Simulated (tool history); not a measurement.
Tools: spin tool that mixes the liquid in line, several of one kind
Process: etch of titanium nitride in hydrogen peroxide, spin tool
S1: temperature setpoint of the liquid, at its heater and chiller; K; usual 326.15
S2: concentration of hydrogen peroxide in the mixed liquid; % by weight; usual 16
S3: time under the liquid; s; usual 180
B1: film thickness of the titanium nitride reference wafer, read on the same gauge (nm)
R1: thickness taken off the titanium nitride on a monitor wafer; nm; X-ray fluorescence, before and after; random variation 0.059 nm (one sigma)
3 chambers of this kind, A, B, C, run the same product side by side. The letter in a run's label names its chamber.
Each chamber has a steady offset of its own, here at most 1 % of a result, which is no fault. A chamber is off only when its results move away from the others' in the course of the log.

Run 1A, hour 10.4: usual settings; B1 119.99. Result: R1 8.9204 nm.
Run 2C, hour 20.0: usual settings; B1 119.99. Result: R1 8.8248 nm.
Run 3B, hour 29.0: usual settings; B1 120.00. Result: R1 8.8717 nm.
At hour 39.2: chamber A: heated supply line repaired.
Run 4B, hour 39.5: usual settings; B1 120.01. Result: R1 8.7608 nm.
Run 5C, hour 47.9: usual settings; B1 119.98. Result: R1 8.8957 nm.
At hour 48.4: chamber A: new drum of peroxide connected.
Run 6A, hour 58.1: usual settings; B1 119.98. Result: R1 8.8898 nm.
Run 7A, hour 68.1: usual settings; B1 120.01. Result: R1 8.9388 nm.
At hour 73.4: chamber C: peroxide flow meter replaced.
Run 8C, hour 77.4: usual settings but S3 265 s; B1 120.00. Result: R1 12.9190 nm.
Run 9B, hour 83.5: usual settings but S3 265 s; B1 120.00. Result: R1 12.7320 nm.
Run 10A, hour 90.5: usual settings but S3 265 s; B1 120.00. Result: R1 13.0040 nm.
Run 11C, hour 97.4: usual settings; B1 119.99. Result: R1 8.8908 nm.
Run 12B, hour 105.3: usual settings; B1 120.02. Result: R1 8.5756 nm.
Run 13B, hour 114.3: usual settings but S2 13 % by weight, S3 255 s; B1 119.98. Result: R1 11.3570 nm.
Run 14C, hour 124.4: usual settings but S2 13 % by weight, S3 255 s; B1 119.99. Result: R1 11.9360 nm.
At hour 127.5: chamber A: thermometer replaced.
Run 15A, hour 134.0: usual settings but S2 13 % by weight, S3 255 s; B1 119.99. Result: R1 12.1490 nm.
Run 16B, hour 139.6: usual settings; B1 119.99. Result: R1 8.3095 nm.
Run 17C, hour 145.6: usual settings but S2 20 % by weight; B1 119.99. Result: R1 9.2469 nm.
Run 18A, hour 150.4: usual settings but S2 20 % by weight; B1 120.00. Result: R1 9.3457 nm.
Run 19B, hour 156.4: usual settings but S2 20 % by weight; B1 120.00. Result: R1 8.6777 nm.
Run 20C, hour 166.7: usual settings; B1 119.98. Result: R1 8.8427 nm.

All 3 chambers run these settings next. Forecast each chamber's results:
Run 21A, hour 174.5: usual settings but S1 335.15 K. Result: R1 ?.
Run 21B, hour 174.5: usual settings but S1 335.15 K. Result: R1 ?.
Run 21C, hour 174.5: usual settings but S1 335.15 K. Result: R1 ?.

run       R1
21A  16.4980
21B  14.9980
21C  16.1050

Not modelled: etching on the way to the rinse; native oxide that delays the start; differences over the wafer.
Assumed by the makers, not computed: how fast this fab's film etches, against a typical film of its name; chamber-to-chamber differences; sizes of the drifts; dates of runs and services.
